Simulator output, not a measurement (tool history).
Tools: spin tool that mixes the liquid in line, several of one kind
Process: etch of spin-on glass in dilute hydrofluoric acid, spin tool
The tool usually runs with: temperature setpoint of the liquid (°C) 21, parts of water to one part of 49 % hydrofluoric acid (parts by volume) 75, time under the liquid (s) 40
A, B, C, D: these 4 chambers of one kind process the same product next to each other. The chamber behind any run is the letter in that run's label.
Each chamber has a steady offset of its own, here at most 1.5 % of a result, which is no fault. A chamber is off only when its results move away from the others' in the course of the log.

| run | hour | temperature setpoint of the liquid (°C) | parts of water to one part of 49 % hydrofluoric acid (parts by volume) | time under the liquid (s) | hours since the thermometer was replaced | hours since the hydrofluoric acid flow meter was replaced | read-back film thickness of the spin-on glass reference wafer, read on the same gauge (nm) | thickness taken off the spin-on glass on a monitor wafer (nm) |
|---|---|---|---|---|---|---|---|---|
| 1C | 6.3 | 21 | 75 | 40 | 898.1 | 1405.4 | 150.01 | 27.169 |
| 2B | 13.4 | 21 | 75 | 40 | 985.1 | 335.6 | 149.99 | 27.324 |
| 3D | 23.6 | 21 | 75 | 40 | 405.1 | 664.7 | 150 | 27.05 |
| 4A | 30.1 | 21 | 75 | 40 | 401.2 | 1982.5 | 150.02 | 26.648 |
| 5B | 38.9 | 21 | 75 | 40 | 1010.6 | 361.1 | 150.01 | 27.311 |
| 6C | 46.7 | 21 | 75 | 40 | 938.5 | 1445.8 | 150.02 | 27.186 |
|  | 55.2 | chamber B: thermometer replaced |
| 7A | 56.4 | 21 | 75 | 40 | 427.5 | 2008.8 | 150.01 | 27.121 |
| 8D | 61.1 | 21 | 75 | 40 | 442.6 | 702.2 | 150.01 | 26.615 |
| 9B | 67.6 | 21 | 75 | 40 | 12.4 | 389.8 | 150.02 | 27.121 |
|  | 68.5 | chamber C: hydrofluoric acid flow meter replaced |
| 10D | 73.2 | 21 | 75 | 30 | 454.7 | 714.3 | 150 | 20.251 |
| 11A | 82.9 | 21 | 75 | 30 | 454 | 2035.3 | 149.98 | 20.366 |
| 12C | 90.1 | 21 | 75 | 30 | 981.9 | 21.7 | 150 | 20.497 |
| 13A | 94.7 | 21 | 75 | 30 | 465.8 | 2047.1 | 150.01 | 20.138 |
| 14B | 100.2 | 21 | 75 | 40 | 45 | 422.4 | 150 | 26.831 |
| 15C | 109.3 | 21 | 75 | 40 | 1001.1 | 40.9 | 150 | 27.332 |
| 16D | 115.7 | 21 | 75 | 40 | 497.2 | 756.8 | 150 | 26.367 |
| 17A | 124.4 | 21 | 75 | 40 | 495.5 | 2076.8 | 149.99 | 27.188 |
| 18C | 132.2 | 21 | 75 | 40 | 1024 | 63.8 | 149.97 | 27.391 |
| 19B | 142.6 | 21 | 75 | 40 | 87.4 | 464.8 | 150.02 | 26.792 |
| 20D | 147.4 | 21 | 75 | 40 | 528.9 | 788.5 | 150.01 | 26.338 |
| 21B | 154.5 | 21 | 75 | 40 | 99.3 | 476.7 | 150.01 | 26.895 |
| 22C | 159.4 | 21 | 75 | 40 | 1051.2 | 91 | 150 | 27.138 |
| 23A | 166.3 | 21 | 75 | 40 | 537.4 | 2118.7 | 149.98 | 26.767 |
| 24D | 176.5 | 21 | 75 | 40 | 558 | 817.6 | 150 | 25.512 |
| 25D | 184.4 | 21 | 75 | 40 | 565.9 | 825.5 | 150 | 25.468 |
| 26B | 190.4 | 21 | 75 | 40 | 135.2 | 512.6 | 149.99 | 26.677 |
| 27A | 199.5 | 24 | 75 | 50 | 570.6 | 2151.9 | 149.99 | 38.785 |
| 28C | 208.4 | 24 | 75 | 50 | 1100.2 | 140 | 150.01 | 38.948 |
| 29C | 215.3 | 24 | 75 | 50 | 1107.1 | 146.9 | 150.03 | 39.292 |
| 30D | 222.2 | 24 | 75 | 50 | 603.7 | 863.3 | 150.01 | 35.588 |
| 31B | 227.7 | 21 | 75 | 40 | 172.5 | 549.9 | 149.99 | 27.278 |

Is one chamber out of step, is the gauge drifting, or do the chambers differ by no more than their own small offsets? For an off chamber, give its letter and the likeliest cause.

Chamber D drifts away from the others.
What lies behind it: hydrofluoric acid flow below the setpoint (%) = 7.1.
The log may not separate it from: liquid colder than its thermometer reads (K).

Which of the 4 candidates below, each the usual settings with something changed and its results left as question marks, puts chamber D back in line with what the other chambers give on the usual settings?
Maximum distance from the other chambers' mean on the usual settings for a result to count as in line: thickness taken off the spin-on glass on a monitor wafer (nm) 0.84
| 32D-1 | 235.3 | 21 | 65 | 40 |  |  |  | ? |
| 32D-2 | 235.3 | 17 | 75 | 40 |  |  |  | ? |
| 32D-3 | 235.3 | 21.5 | 70 | 40 |  |  |  | ? |
| 32D-4 | 235.3 | 19 | 75 | 40 |  |  |  | ? |

Usual-settings mean across the other chambers: thickness taken off the spin-on glass on a monitor wafer (nm) 27.144
| run | thickness taken off the spin-on glass on a monitor wafer (nm) |
|---|---|
| 32D-1 | 29.149 |
| 32D-2 | 21.133 |
| 32D-3 | 27.483 |
| 32D-4 | 22.998 |
It is 32D-3 that realigns the chamber with its peers.

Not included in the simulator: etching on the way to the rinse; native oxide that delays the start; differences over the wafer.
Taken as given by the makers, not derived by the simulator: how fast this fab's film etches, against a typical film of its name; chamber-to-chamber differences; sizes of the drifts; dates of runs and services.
